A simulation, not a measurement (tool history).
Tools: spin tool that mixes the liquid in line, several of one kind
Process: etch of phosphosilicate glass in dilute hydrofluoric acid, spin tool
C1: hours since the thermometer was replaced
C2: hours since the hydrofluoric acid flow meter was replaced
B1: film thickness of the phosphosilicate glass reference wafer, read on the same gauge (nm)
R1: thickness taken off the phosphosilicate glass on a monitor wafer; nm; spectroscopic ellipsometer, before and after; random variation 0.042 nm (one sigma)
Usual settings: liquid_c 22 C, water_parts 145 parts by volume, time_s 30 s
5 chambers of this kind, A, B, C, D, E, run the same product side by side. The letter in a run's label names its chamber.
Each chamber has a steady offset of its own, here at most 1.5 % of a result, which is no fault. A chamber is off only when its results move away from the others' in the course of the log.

Run 1B, day 0.371: usual settings; C1 1006.8; C2 382.6; B1 29.994. Result: R1 12.22 nm.
Run 2C, day 0.679: usual settings; C1 191.9; C2 806.2; B1 30.012. Result: R1 12.241 nm.
Run 3A, day 0.979: usual settings; C1 637.3; C2 340.9; B1 30.023. Result: R1 12.332 nm.
Run 4D, day 1.367: usual settings; C1 113.3; C2 381.3; B1 30.003. Result: R1 12.065 nm.
Run 5E, day 1.55: usual settings but water_parts 175 parts by volume, time_s 20 s; C1 1258.7; C2 1913.5; B1 30.002. Result: R1 6.5291 nm.
Run 6E, day 1.892: usual settings but water_parts 175 parts by volume, time_s 20 s; C1 1266.9; C2 1921.7; B1 29.995. Result: R1 6.5576 nm.
Run 7C, day 2.083: usual settings but water_parts 175 parts by volume, time_s 20 s; C1 225.6; C2 839.9; B1 29.968. Result: R1 6.5418 nm.
Run 8A, day 2.312: usual settings but water_parts 175 parts by volume, time_s 20 s; C1 669.3; C2 372.9; B1 30.032. Result: R1 6.6414 nm.
Run 9B, day 2.525: usual settings but water_parts 175 parts by volume, time_s 20 s; C1 1058.5; C2 434.3; B1 29.996. Result: R1 6.5876 nm.
Run 10D, day 2.754: usual settings; C1 146.6; C2 414.6; B1 30.001. Result: R1 12.156 nm.
Run 11B, day 3.017: usual settings but liquid_c 20 C, water_parts 190 parts by volume; C1 1070.3; C2 446.1; B1 29.988. Result: R1 8.3097 nm.
At day 3.346: chamber C: hydrofluoric acid flow meter replaced.
Run 12C, day 3.392: usual settings but liquid_c 20 C, water_parts 190 parts by volume; C1 257; C2 1.1; B1 29.991. Result: R1 8.1829 nm.
At day 3.671: chamber E: hydrofluoric acid flow meter replaced.
Run 13D, day 3.771: usual settings but liquid_c 20 C, water_parts 190 parts by volume; C1 171; C2 439; B1 30.002. Result: R1 8.1481 nm.
Run 14A, day 4.088: usual settings but liquid_c 20 C, water_parts 190 parts by volume; C1 711.9; C2 415.5; B1 30.047. Result: R1 8.3272 nm.
At day 4.154: chamber A: hydrofluoric acid flow meter replaced.
Run 15E, day 4.35: usual settings but liquid_c 20 C, water_parts 190 parts by volume; C1 1325.9; C2 16.3; B1 29.974. Result: R1 8.1695 nm.
Run 16A, day 4.696: usual settings but water_parts 195 parts by volume; C1 726.5; C2 13; B1 30.005. Result: R1 8.6822 nm.
Run 17D, day 4.933: usual settings but water_parts 195 parts by volume; C1 198.9; C2 466.9; B1 30.018. Result: R1 8.5032 nm.
Run 18E, day 5.225: usual settings but water_parts 195 parts by volume; C1 1346.9; C2 37.3; B1 30.011. Result: R1 8.628 nm.
Run 19B, day 5.496: usual settings but water_parts 195 parts by volume; C1 1129.8; C2 505.6; B1 29.995. Result: R1 8.805 nm.
Run 20C, day 5.821: usual settings but water_parts 195 parts by volume; C1 315.3; C2 59.4; B1 29.967. Result: R1 8.564 nm.
Run 21D, day 6.033: usual settings but time_s 20 s; C1 225.3; C2 493.3; B1 30.054. Result: R1 8.0649 nm.
Run 22C, day 6.367: usual settings but time_s 20 s; C1 328.4; C2 72.5; B1 29.995. Result: R1 8.1659 nm.
Run 23B, day 6.704: usual settings but time_s 20 s; C1 1158.8; C2 534.6; B1 30.008. Result: R1 8.3613 nm.
Run 24A, day 7.025: usual settings but time_s 20 s; C1 782.4; C2 68.9; B1 29.988. Result: R1 8.1805 nm.
Run 25E, day 7.371: usual settings but time_s 20 s; C1 1398.4; C2 88.8; B1 29.994. Result: R1 8.1746 nm.
Run 26A, day 7.683: usual settings but time_s 40 s; C1 798.2; C2 84.7; B1 29.956. Result: R1 16.456 nm.
Run 27D, day 7.992: usual settings but time_s 40 s; C1 272.3; C2 540.3; B1 30.047. Result: R1 16.168 nm.
Run 28C, day 8.275: usual settings but time_s 40 s; C1 374.2; C2 118.3; B1 30.008. Result: R1 16.263 nm.
Run 29B, day 8.488: usual settings but time_s 40 s; C1 1201.6; C2 577.4; B1 29.989. Result: R1 16.865 nm.
Run 30E, day 8.875: usual settings but time_s 40 s; C1 1434.5; C2 124.9; B1 30.054. Result: R1 16.317 nm.
Run 31C, day 9.096: usual settings; C1 393.9; C2 138; B1 29.974. Result: R1 12.178 nm.
Run 32B, day 9.471: usual settings but liquid_c 24.5 C, time_s 45 s; C1 1225.2; C2 601; B1 30.01. Result: R1 20.95 nm.
Run 33D, day 9.679: usual settings but liquid_c 24.5 C, time_s 45 s; C1 312.8; C2 580.8; B1 30.059. Result: R1 19.941 nm.
Run 34E, day 10.054: usual settings but liquid_c 24.5 C, time_s 45 s; C1 1462.8; C2 153.2; B1 29.994. Result: R1 20.249 nm.
Run 35A, day 10.342: usual settings but liquid_c 24.5 C, time_s 45 s; C1 862; C2 148.5; B1 29.976. Result: R1 20.505 nm.
Run 36B, day 10.55: usual settings but liquid_c 24.5 C, time_s 45 s; C1 1251.1; C2 626.9; B1 30.02. Result: R1 20.978 nm.
Run 37D, day 10.838: usual settings but liquid_c 24 C, time_s 15 s; C1 340.6; C2 608.6; B1 29.99. Result: R1 6.5463 nm.
Run 38E, day 11.229: usual settings but liquid_c 24 C, time_s 15 s; C1 1491; C2 181.4; B1 30.034. Result: R1 6.6088 nm.
Run 39C, day 11.621: usual settings but liquid_c 24 C, time_s 15 s; C1 454.5; C2 198.6; B1 29.974. Result: R1 6.6405 nm.
Run 40A, day 11.988: usual settings but liquid_c 24 C, time_s 15 s; C1 901.5; C2 188; B1 29.998. Result: R1 6.6635 nm.
Run 41E, day 12.279: usual settings but liquid_c 24 C, time_s 15 s; C1 1516.2; C2 206.6; B1 30.028. Result: R1 6.6 nm.

Is one chamber off against the others, does the gauge drift, or is nothing wrong? If a chamber is off, say which, and what the likeliest cause is.

Chamber B drifts away from the others.
Cause: hydrofluoric acid flow above the setpoint (%) = 3.09.
The log may not tell that from: liquid hotter than its thermometer reads (K).

Here are 4 candidates for chamber B's next run, each the usual settings with a change, their results left as question marks. Which one brings its results back in line with what the others give on the usual settings?
In line means no further than this from the other chambers' mean on the usual settings: R1 0.15 nm
Run 42B-1, day 12.567: usual settings but liquid_c 21.5 C. Result: R1 ?.
Run 42B-2, day 12.567: usual settings but water_parts 140 parts by volume. Result: R1 ?.
Run 42B-3, day 12.567: usual settings but liquid_c 22.5 C. Result: R1 ?.
Run 42B-4, day 12.567: usual settings but liquid_c 21 C. Result: R1 ?.

The other chambers' mean on the usual settings: R1 12.24 nm
  run      R1
42B-1  12.502
42B-2  13.276
42B-3  13.008
42B-4  12.257
42B-4 brings the chamber back in line.
